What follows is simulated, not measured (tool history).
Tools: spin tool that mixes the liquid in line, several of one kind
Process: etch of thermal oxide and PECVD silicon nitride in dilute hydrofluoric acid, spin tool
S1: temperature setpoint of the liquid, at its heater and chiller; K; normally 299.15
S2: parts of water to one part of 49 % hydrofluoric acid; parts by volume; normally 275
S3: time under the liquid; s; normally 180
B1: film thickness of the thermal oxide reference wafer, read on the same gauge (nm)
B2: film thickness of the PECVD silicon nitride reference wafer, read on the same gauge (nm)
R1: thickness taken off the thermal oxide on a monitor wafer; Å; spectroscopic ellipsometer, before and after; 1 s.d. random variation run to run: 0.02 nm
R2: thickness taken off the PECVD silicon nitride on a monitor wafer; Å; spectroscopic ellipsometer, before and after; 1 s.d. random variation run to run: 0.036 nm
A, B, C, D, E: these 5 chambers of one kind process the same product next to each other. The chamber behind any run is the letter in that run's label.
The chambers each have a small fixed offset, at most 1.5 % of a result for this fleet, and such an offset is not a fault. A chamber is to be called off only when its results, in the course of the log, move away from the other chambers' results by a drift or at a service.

{"run": "1D", "hour": 12.5, "S1": 299.15, "S2": 275, "S3": 180, "B1": 39.984, "B2": 130.0, "R1": 26.523, "R2": 13.427}
{"run": "2C", "hour": 21.1, "S1": 299.15, "S2": 275, "S3": 180, "B1": 39.992, "B2": 129.99, "R1": 26.433, "R2": 12.384}
{"run": "3B", "hour": 33.9, "S1": 299.15, "S2": 275, "S3": 180, "B1": 40.008, "B2": 129.99, "R1": 26.668, "R2": 12.956}
{"run": "4A", "hour": 40.5, "S1": 299.15, "S2": 275, "S3": 180, "B1": 40.018, "B2": 130.0, "R1": 26.831, "R2": 12.743}
{"run": "5E", "hour": 53.9, "S1": 299.15, "S2": 405, "S3": 180, "B1": 39.987, "B2": 129.99, "R1": 15.996, "R2": 8.6397}
{"run": "6A", "hour": 61.9, "S1": 299.15, "S2": 405, "S3": 180, "B1": 39.998, "B2": 130.0, "R1": 15.965, "R2": 8.4611}
{"run": "7E", "hour": 73.5, "S1": 299.15, "S2": 405, "S3": 180, "B1": 40.007, "B2": 130.0, "R1": 16.191, "R2": 8.6684}
{"run": "8B", "hour": 86.3, "S1": 299.15, "S2": 405, "S3": 180, "B1": 39.994, "B2": 130.0, "R1": 16.017, "R2": 8.3444}
{"run": "9D", "hour": 94.6, "S1": 299.15, "S2": 405, "S3": 180, "B1": 39.979, "B2": 130.01, "R1": 15.93, "R2": 8.7428}
{"run": "10C", "hour": 105.0, "S1": 299.15, "S2": 275, "S3": 180, "B1": 40.01, "B2": 130.0, "R1": 26.554, "R2": 13.123}
{"run": "11C", "hour": 117.3, "S1": 299.15, "S2": 275, "S3": 180, "B1": 40.007, "B2": 130.02, "R1": 26.145, "R2": 12.907}
{"run": "12B", "hour": 128.9, "S1": 299.15, "S2": 275, "S3": 180, "B1": 39.992, "B2": 129.97, "R1": 26.376, "R2": 12.596}
{"run": "13D", "hour": 138.5, "S1": 297.15, "S2": 275, "S3": 180, "B1": 40.005, "B2": 130.01, "R1": 24.644, "R2": 11.417}
{"run": "14E", "hour": 145.9, "S1": 297.15, "S2": 275, "S3": 180, "B1": 40.001, "B2": 129.99, "R1": 24.464, "R2": 10.92}
{"run": "15A", "hour": 154.4, "S1": 297.15, "S2": 275, "S3": 180, "B1": 39.983, "B2": 130.0, "R1": 24.994, "R2": 11.309}
{"hour": 155.0, "done": "chamber C: thermometer replaced"}
{"run": "16B", "hour": 167.4, "S1": 297.15, "S2": 275, "S3": 180, "B1": 39.991, "B2": 130.0, "R1": 24.933, "R2": 11.027}
{"run": "17E", "hour": 181.1, "S1": 297.15, "S2": 275, "S3": 180, "B1": 40.012, "B2": 130.01, "R1": 24.584, "R2": 11.358}
{"run": "18C", "hour": 190.1, "S1": 299.15, "S2": 275, "S3": 180, "B1": 39.989, "B2": 130.0, "R1": 26.621, "R2": 12.468}
{"run": "19D", "hour": 201.4, "S1": 299.15, "S2": 275, "S3": 180, "B1": 40.016, "B2": 129.99, "R1": 26.548, "R2": 12.716}
{"run": "20A", "hour": 216.1, "S1": 299.15, "S2": 275, "S3": 180, "B1": 40.003, "B2": 130.0, "R1": 27.187, "R2": 12.469}
{"run": "21D", "hour": 230.5, "S1": 299.15, "S2": 275, "S3": 180, "B1": 39.985, "B2": 129.98, "R1": 26.178, "R2": 12.66}
{"run": "22A", "hour": 242.2, "S1": 302.65, "S2": 275, "S3": 180, "B1": 39.989, "B2": 129.99, "R1": 30.419, "R2": 16.261}
{"run": "23E", "hour": 251.5, "S1": 302.65, "S2": 275, "S3": 180, "B1": 39.994, "B2": 129.99, "R1": 30.336, "R2": 16.376}
{"run": "24B", "hour": 265.7, "S1": 302.65, "S2": 275, "S3": 180, "B1": 40.017, "B2": 130.01, "R1": 29.892, "R2": 14.546}
{"run": "25C", "hour": 273.4, "S1": 302.65, "S2": 275, "S3": 180, "B1": 40.002, "B2": 130.02, "R1": 29.506, "R2": 15.417}
{"run": "26E", "hour": 288.2, "S1": 302.65, "S2": 275, "S3": 180, "B1": 40.024, "B2": 130.0, "R1": 29.983, "R2": 14.981}
{"run": "27B", "hour": 301.9, "S1": 299.15, "S2": 275, "S3": 180, "B1": 39.999, "B2": 129.99, "R1": 25.862, "R2": 12.307}
{"run": "28C", "hour": 309.7, "S1": 299.15, "S2": 275, "S3": 180, "B1": 40.006, "B2": 130.03, "R1": 26.408, "R2": 12.368}
{"run": "29D", "hour": 320.7, "S1": 299.15, "S2": 275, "S3": 180, "B1": 39.983, "B2": 130.01, "R1": 26.452, "R2": 12.791}
{"run": "30A", "hour": 330.4, "S1": 299.15, "S2": 275, "S3": 180, "B1": 40.0, "B2": 130.02, "R1": 26.926, "R2": 12.235}
{"run": "31E", "hour": 340.6, "S1": 299.15, "S2": 275, "S3": 180, "B1": 39.988, "B2": 130.03, "R1": 26.598, "R2": 13.02}
{"run": "32C", "hour": 350.1, "S1": 299.15, "S2": 275, "S3": 180, "B1": 40.021, "B2": 130.0, "R1": 26.181, "R2": 12.025}
{"run": "33B", "hour": 360.5, "S1": 299.15, "S2": 275, "S3": 180, "B1": 40.002, "B2": 129.98, "R1": 25.682, "R2": 11.963}
{"run": "34A", "hour": 367.7, "S1": 299.15, "S2": 275, "S3": 180, "B1": 39.999, "B2": 130.02, "R1": 27.262, "R2": 13.442}
{"run": "35D", "hour": 382.8, "S1": 299.15, "S2": 275, "S3": 180, "B1": 39.999, "B2": 130.0, "R1": 26.585, "R2": 11.798}
{"run": "36E", "hour": 396.3, "S1": 299.15, "S2": 275, "S3": 180, "B1": 39.997, "B2": 130.0, "R1": 26.642, "R2": 12.769}
{"run": "37C", "hour": 405.9, "S1": 299.15, "S2": 275, "S3": 180, "B1": 39.992, "B2": 130.01, "R1": 26.156, "R2": 12.399}
{"run": "38B", "hour": 420.9, "S1": 299.15, "S2": 275, "S3": 180, "B1": 40.001, "B2": 130.01, "R1": 24.962, "R2": 11.837}
{"run": "39D", "hour": 429.4, "S1": 299.15, "S2": 275, "S3": 180, "B1": 39.996, "B2": 130.0, "R1": 26.399, "R2": 12.684}
{"run": "40A", "hour": 437.5, "S1": 299.15, "S2": 325, "S3": 225, "B1": 39.988, "B2": 129.99, "R1": 27.195, "R2": 13.354}
{"run": "41D", "hour": 446.5, "S1": 299.15, "S2": 325, "S3": 225, "B1": 39.961, "B2": 129.98, "R1": 26.659, "R2": 13.385}
{"run": "42E", "hour": 459.7, "S1": 299.15, "S2": 325, "S3": 225, "B1": 39.994, "B2": 129.99, "R1": 26.688, "R2": 13.281}
{"run": "43B", "hour": 472.4, "S1": 299.15, "S2": 325, "S3": 225, "B1": 40.015, "B2": 129.99, "R1": 25.149, "R2": 12.047}
{"run": "44C", "hour": 485.7, "S1": 299.15, "S2": 325, "S3": 225, "B1": 40.014, "B2": 129.98, "R1": 26.03, "R2": 13.662}

Decide between three cases: one chamber stands off from its peers, the gauge reading all wafers drifts, or nothing is wrong past each chamber's small offset. Where a chamber is off, say which and what most likely put it there.

One chamber, B, drifts off from the rest bit by bit.
Most likely cause: liquid colder than its thermometer reads (K) = 2.29.

Below are 4 candidate recipes for chamber B's next run, each the usual settings with a change, their results shown as question marks. Which of them brings B's results back in line with what the other chambers give on the usual settings?
A result is in line if it is within this distance of the other chambers' mean on the usual settings: R1 0.710 Å; R2 1.3000 Å
{"run": "45B-1", "hour": 496.6, "S1": 300.65, "S2": 295, "S3": 200, "R1": "?", "R2": "?"}
{"run": "45B-2", "hour": 496.6, "S1": 297.65, "S2": 260, "S3": 165, "R1": "?", "R2": "?"}
{"run": "45B-3", "hour": 496.6, "S1": 299.65, "S2": 280, "S3": 185, "R1": "?", "R2": "?"}
{"run": "45B-4", "hour": 496.6, "S1": 298.65, "S2": 270, "S3": 175, "R1": "?", "R2": "?"}

Other chambers, usual settings, mean: R1 26.542 Å; R2 12.7320 Å
run=45B-1 R1=26.284 R2=12.6610
run=45B-2 R1=22.847 R2=9.7984
run=45B-3 R1=25.090 R2=11.5900
run=45B-4 R1=23.978 R2=10.6760
With 45B-1, the chamber falls back in line with the rest.

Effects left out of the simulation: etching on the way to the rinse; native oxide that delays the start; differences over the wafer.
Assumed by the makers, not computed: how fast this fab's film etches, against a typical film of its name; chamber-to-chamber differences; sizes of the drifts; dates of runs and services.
